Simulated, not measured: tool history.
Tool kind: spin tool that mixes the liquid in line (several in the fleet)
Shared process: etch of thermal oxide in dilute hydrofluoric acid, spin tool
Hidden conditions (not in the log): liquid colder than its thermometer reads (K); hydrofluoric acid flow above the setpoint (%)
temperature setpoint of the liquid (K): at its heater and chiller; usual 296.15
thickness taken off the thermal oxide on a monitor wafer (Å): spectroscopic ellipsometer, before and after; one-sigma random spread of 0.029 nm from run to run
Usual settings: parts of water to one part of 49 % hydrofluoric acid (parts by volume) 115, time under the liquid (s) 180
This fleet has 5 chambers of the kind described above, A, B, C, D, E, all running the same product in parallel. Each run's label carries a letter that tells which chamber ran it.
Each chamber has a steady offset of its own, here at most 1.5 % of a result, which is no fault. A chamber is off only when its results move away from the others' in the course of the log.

| run | hour | temperature setpoint of the liquid (K) | parts of water to one part of 49 % hydrofluoric acid (parts by volume) | time under the liquid (s) | hours since the thermometer was replaced | hours since the hydrofluoric acid flow meter was replaced | read-back film thickness of the thermal oxide reference wafer, read on the same gauge (nm) | thickness taken off the thermal oxide on a monitor wafer (Å) |
|---|---|---|---|---|---|---|---|---|
| 1C | 7.0 | 296.15 | 115 | 180 | 39.9 | 545.6 | 70.023 | 69.024 |
| 2A | 21.0 | 296.15 | 115 | 180 | 22.5 | 246.2 | 70.002 | 69.665 |
| 3E | 35.3 | 296.15 | 115 | 180 | 1558.2 | 217.3 | 70.016 | 69.168 |
| 4B | 50.0 | 296.15 | 115 | 180 | 897.8 | 772.5 | 70.057 | 70.683 |
| 5D | 63.4 | 296.15 | 115 | 180 | 746.7 | 1029.9 | 69.988 | 69.303 |
| 6C | 78.0 | 296.15 | 115 | 180 | 110.9 | 616.6 | 69.952 | 69.681 |
| 7D | 92.4 | 296.15 | 115 | 180 | 775.7 | 1058.9 | 70.036 | 69.129 |
| 8B | 103.1 | 296.15 | 115 | 180 | 950.9 | 825.6 | 69.982 | 71.176 |
| 9E | 109.9 | 296.15 | 115 | 180 | 1632.8 | 291.9 | 70.006 | 69.221 |
| 10A | 118.0 | 296.15 | 115 | 180 | 119.5 | 343.2 | 70.005 | 70.083 |
| 11C | 133.3 | 296.15 | 115 | 180 | 166.2 | 671.9 | 70.017 | 69.850 |
| 12B | 143.0 | 296.15 | 115 | 180 | 990.8 | 865.5 | 70.059 | 70.587 |
| 13A | 150.2 | 296.15 | 115 | 180 | 151.7 | 375.4 | 70.011 | 69.747 |
| 14D | 161.1 | 296.15 | 115 | 180 | 844.4 | 1127.6 | 70.034 | 68.517 |
| 15E | 174.5 | 300.65 | 115 | 180 | 1697.4 | 356.5 | 70.043 | 83.161 |
| 16C | 181.4 | 300.65 | 115 | 180 | 214.3 | 720.0 | 70.029 | 83.269 |
|  | 189.8 | chamber B: hydrofluoric acid flow meter replaced |
|  | 190.8 | chamber E: thermometer replaced |
| 17E | 191.2 | 300.65 | 115 | 180 | 0.5 | 373.2 | 70.036 | 82.407 |
| 18D | 198.8 | 300.65 | 115 | 180 | 882.1 | 1165.3 | 70.038 | 81.506 |
| 19B | 214.4 | 300.65 | 115 | 180 | 1062.2 | 24.7 | 70.002 | 84.600 |
| 20A | 226.1 | 296.15 | 115 | 180 | 227.6 | 451.3 | 70.020 | 69.278 |
| 21A | 238.3 | 296.15 | 115 | 180 | 239.8 | 463.5 | 70.015 | 69.425 |
| 22C | 252.6 | 296.15 | 115 | 180 | 285.5 | 791.2 | 69.991 | 69.966 |
| 23D | 264.5 | 296.15 | 115 | 180 | 947.8 | 1231.0 | 69.986 | 68.026 |
| 24B | 278.8 | 296.15 | 115 | 180 | 1126.6 | 89.1 | 70.052 | 70.916 |
| 25E | 287.8 | 296.15 | 115 | 180 | 97.1 | 469.8 | 69.955 | 69.428 |
| 26B | 296.3 | 296.15 | 115 | 180 | 1144.1 | 106.6 | 70.022 | 71.026 |
| 27C | 311.5 | 296.15 | 115 | 180 | 344.4 | 850.1 | 70.040 | 69.587 |
| 28E | 318.7 | 296.15 | 115 | 180 | 128.0 | 500.7 | 69.994 | 69.032 |
| 29D | 330.7 | 296.15 | 115 | 180 | 1014.0 | 1297.2 | 69.974 | 67.287 |
| 30A | 341.1 | 296.15 | 115 | 180 | 342.6 | 566.3 | 70.018 | 69.260 |
| 31D | 349.9 | 296.15 | 115 | 180 | 1033.2 | 1316.4 | 70.010 | 66.963 |
| 32B | 358.8 | 296.15 | 115 | 180 | 1206.6 | 169.1 | 69.963 | 70.823 |
| 33C | 374.3 | 296.15 | 170 | 255 | 407.2 | 912.9 | 69.994 | 62.040 |
| 34A | 383.9 | 296.15 | 170 | 255 | 385.4 | 609.1 | 70.012 | 62.261 |
| 35E | 395.0 | 296.15 | 170 | 255 | 204.3 | 577.0 | 70.032 | 63.545 |
| 36E | 402.4 | 296.15 | 170 | 255 | 211.7 | 584.4 | 70.009 | 63.290 |
| 37C | 415.5 | 296.15 | 170 | 255 | 448.4 | 954.1 | 69.976 | 62.955 |
| 38A | 427.7 | 296.15 | 115 | 135 | 429.2 | 652.9 | 69.980 | 52.200 |
| 39B | 435.8 | 296.15 | 115 | 135 | 1283.6 | 246.1 | 69.984 | 52.706 |
| 40D | 449.5 | 296.15 | 115 | 135 | 1132.8 | 1416.0 | 70.017 | 49.386 |
| 41C | 457.3 | 296.15 | 115 | 135 | 490.2 | 995.9 | 70.033 | 52.506 |
| 42A | 472.7 | 296.15 | 115 | 135 | 474.2 | 697.9 | 70.022 | 52.399 |

All 5 chambers run these settings next. Forecast each chamber's results:
| 43A | 483.9 | 291.65 | 115 | 180 |  |  |  | ? |
| 43B | 483.9 | 291.65 | 115 | 180 |  |  |  | ? |
| 43C | 483.9 | 291.65 | 115 | 180 |  |  |  | ? |
| 43D | 483.9 | 291.65 | 115 | 180 |  |  |  | ? |
| 43E | 483.9 | 291.65 | 115 | 180 |  |  |  | ? |

| run | thickness taken off the thermal oxide on a monitor wafer (Å) |
|---|---|
| 43A | 57.857 |
| 43B | 58.678 |
| 43C | 57.394 |
| 43D | 54.796 |
| 43E | 58.116 |
